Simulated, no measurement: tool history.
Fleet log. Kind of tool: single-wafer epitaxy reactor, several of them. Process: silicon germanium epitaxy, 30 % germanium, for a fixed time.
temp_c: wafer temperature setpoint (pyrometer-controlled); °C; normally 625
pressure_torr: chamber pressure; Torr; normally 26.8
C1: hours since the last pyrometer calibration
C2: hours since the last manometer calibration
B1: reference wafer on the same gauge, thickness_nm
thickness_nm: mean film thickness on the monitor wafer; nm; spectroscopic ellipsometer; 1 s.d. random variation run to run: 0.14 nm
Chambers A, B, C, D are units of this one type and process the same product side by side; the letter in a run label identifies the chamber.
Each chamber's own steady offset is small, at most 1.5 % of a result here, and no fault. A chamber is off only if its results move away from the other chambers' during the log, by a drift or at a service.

{"run": "1C", "hour": 5.5, "temp_c": 625, "pressure_torr": 26.8, "C1": 693.6, "C2": 228.8, "B1": 119.03, "thickness_nm": 104.71}
{"run": "2B", "hour": 11.1, "temp_c": 625, "pressure_torr": 26.8, "C1": 80.3, "C2": 867.5, "B1": 119.03, "thickness_nm": 103.69}
{"run": "3D", "hour": 16.0, "temp_c": 625, "pressure_torr": 26.8, "C1": 784.3, "C2": 748.4, "B1": 119.02, "thickness_nm": 104.63}
{"run": "4A", "hour": 19.8, "temp_c": 625, "pressure_torr": 26.8, "C1": 429.1, "C2": 2248, "B1": 119.06, "thickness_nm": 102.35}
{"run": "5C", "hour": 24.4, "temp_c": 625, "pressure_torr": 26.8, "C1": 712.5, "C2": 247.7, "B1": 119.07, "thickness_nm": 104.84}
{"run": "6B", "hour": 29.9, "temp_c": 625, "pressure_torr": 26.8, "C1": 99.1, "C2": 886.3, "B1": 119.13, "thickness_nm": 103.91}
{"run": "7A", "hour": 33.5, "temp_c": 625, "pressure_torr": 26.8, "C1": 442.8, "C2": 2261.7, "B1": 119.1, "thickness_nm": 102.91}
{"run": "8D", "hour": 38.3, "temp_c": 625, "pressure_torr": 26.8, "C1": 806.6, "C2": 770.7, "B1": 119.11, "thickness_nm": 104.51}
{"run": "9D", "hour": 43.4, "temp_c": 625, "pressure_torr": 26.8, "C1": 811.7, "C2": 775.8, "B1": 119.13, "thickness_nm": 104.75}
{"run": "10C", "hour": 49.8, "temp_c": 625, "pressure_torr": 26.8, "C1": 737.9, "C2": 273.1, "B1": 119.14, "thickness_nm": 104.81}
{"run": "11A", "hour": 55.0, "temp_c": 618, "pressure_torr": 26.8, "C1": 464.3, "C2": 2283.2, "B1": 119.13, "thickness_nm": 91.232}
{"run": "12B", "hour": 58.8, "temp_c": 618, "pressure_torr": 26.8, "C1": 128, "C2": 915.2, "B1": 119.15, "thickness_nm": 91.888}
{"run": "13C", "hour": 61.8, "temp_c": 618, "pressure_torr": 26.8, "C1": 749.9, "C2": 285.1, "B1": 119.16, "thickness_nm": 92.736}
{"run": "14B", "hour": 67.8, "temp_c": 618, "pressure_torr": 26.8, "C1": 137, "C2": 924.2, "B1": 119.19, "thickness_nm": 91.853}
{"run": "15D", "hour": 73.8, "temp_c": 625, "pressure_torr": 26.8, "C1": 842.1, "C2": 806.2, "B1": 119.27, "thickness_nm": 104.64}
{"run": "16A", "hour": 79.2, "temp_c": 625, "pressure_torr": 26.8, "C1": 488.5, "C2": 2307.4, "B1": 119.27, "thickness_nm": 102.7}
{"run": "17A", "hour": 83.5, "temp_c": 625, "pressure_torr": 26.8, "C1": 492.8, "C2": 2311.7, "B1": 119.26, "thickness_nm": 103.01}
{"run": "18B", "hour": 89.2, "temp_c": 625, "pressure_torr": 26.8, "C1": 158.4, "C2": 945.6, "B1": 119.29, "thickness_nm": 103.9}
{"run": "19D", "hour": 92.9, "temp_c": 625, "pressure_torr": 26.8, "C1": 861.2, "C2": 825.3, "B1": 119.27, "thickness_nm": 104.74}
{"run": "20C", "hour": 97.4, "temp_c": 625, "pressure_torr": 26.8, "C1": 785.5, "C2": 320.7, "B1": 119.27, "thickness_nm": 104.9}
{"run": "21D", "hour": 102.5, "temp_c": 625, "pressure_torr": 26.8, "C1": 870.8, "C2": 834.9, "B1": 119.36, "thickness_nm": 104.81}
{"run": "22A", "hour": 107.7, "temp_c": 625, "pressure_torr": 26.8, "C1": 517, "C2": 2335.9, "B1": 119.34, "thickness_nm": 102.86}
{"run": "23B", "hour": 111.2, "temp_c": 625, "pressure_torr": 26.8, "C1": 180.4, "C2": 967.6, "B1": 119.36, "thickness_nm": 103.84}
{"run": "24C", "hour": 117.2, "temp_c": 625, "pressure_torr": 26.8, "C1": 805.3, "C2": 340.5, "B1": 119.35, "thickness_nm": 104.67}
{"run": "25D", "hour": 121.9, "temp_c": 625, "pressure_torr": 26.8, "C1": 890.2, "C2": 854.3, "B1": 119.37, "thickness_nm": 104.65}
{"run": "26C", "hour": 127.0, "temp_c": 625, "pressure_torr": 26.8, "C1": 815.1, "C2": 350.3, "B1": 119.42, "thickness_nm": 105.3}
{"run": "27A", "hour": 132.4, "temp_c": 625, "pressure_torr": 26.8, "C1": 541.7, "C2": 2360.6, "B1": 119.42, "thickness_nm": 103.01}
{"run": "28B", "hour": 138.9, "temp_c": 625, "pressure_torr": 26.8, "C1": 208.1, "C2": 995.3, "B1": 119.42, "thickness_nm": 104.14}
{"run": "29A", "hour": 144.5, "temp_c": 625, "pressure_torr": 26.8, "C1": 553.8, "C2": 2372.7, "B1": 119.45, "thickness_nm": 103.02}
{"run": "30B", "hour": 148.5, "temp_c": 625, "pressure_torr": 26.8, "C1": 217.7, "C2": 1004.9, "B1": 119.44, "thickness_nm": 104.05}
{"run": "31D", "hour": 152.4, "temp_c": 625, "pressure_torr": 23.1, "C1": 920.7, "C2": 884.8, "B1": 119.5, "thickness_nm": 98.831}
{"run": "32C", "hour": 158.7, "temp_c": 625, "pressure_torr": 23.1, "C1": 846.8, "C2": 382, "B1": 119.46, "thickness_nm": 99.038}
{"run": "33D", "hour": 163.9, "temp_c": 625, "pressure_torr": 23.1, "C1": 932.2, "C2": 896.3, "B1": 119.49, "thickness_nm": 98.793}
{"run": "34C", "hour": 166.7, "temp_c": 625, "pressure_torr": 23.1, "C1": 854.8, "C2": 390, "B1": 119.49, "thickness_nm": 98.901}
{"run": "35A", "hour": 171.5, "temp_c": 613, "pressure_torr": 22, "C1": 580.8, "C2": 2399.7, "B1": 119.53, "thickness_nm": 77.448}
{"run": "36B", "hour": 177.9, "temp_c": 613, "pressure_torr": 22, "C1": 247.1, "C2": 1034.3, "B1": 119.54, "thickness_nm": 78.136}
{"run": "37D", "hour": 182.4, "temp_c": 613, "pressure_torr": 22, "C1": 950.7, "C2": 914.8, "B1": 119.57, "thickness_nm": 78.577}
{"run": "38A", "hour": 185.3, "temp_c": 613, "pressure_torr": 22, "C1": 594.6, "C2": 2413.5, "B1": 119.55, "thickness_nm": 77.474}
{"run": "39C", "hour": 189.4, "temp_c": 625, "pressure_torr": 26.8, "C1": 877.5, "C2": 412.7, "B1": 119.56, "thickness_nm": 105.37}
{"run": "40B", "hour": 195.3, "temp_c": 625, "pressure_torr": 26.8, "C1": 264.5, "C2": 1051.7, "B1": 119.61, "thickness_nm": 104.08}
{"run": "41D", "hour": 201.0, "temp_c": 625, "pressure_torr": 26.8, "C1": 969.3, "C2": 933.4, "B1": 119.62, "thickness_nm": 104.89}
{"run": "42C", "hour": 206.5, "temp_c": 625, "pressure_torr": 26.8, "C1": 894.6, "C2": 429.8, "B1": 119.64, "thickness_nm": 105.42}

Predict what each chamber gives when all 4 of them run the settings below next.
{"run": "43A", "hour": 211.2, "temp_c": 612, "pressure_torr": 26.8, "thickness_nm": "?"}
{"run": "43B", "hour": 211.2, "temp_c": 612, "pressure_torr": 26.8, "thickness_nm": "?"}
{"run": "43C", "hour": 211.2, "temp_c": 612, "pressure_torr": 26.8, "thickness_nm": "?"}
{"run": "43D", "hour": 211.2, "temp_c": 612, "pressure_torr": 26.8, "thickness_nm": "?"}

run=43A thickness_nm=82.591
run=43B thickness_nm=82.829
run=43C thickness_nm=83.494
run=43D thickness_nm=83.773
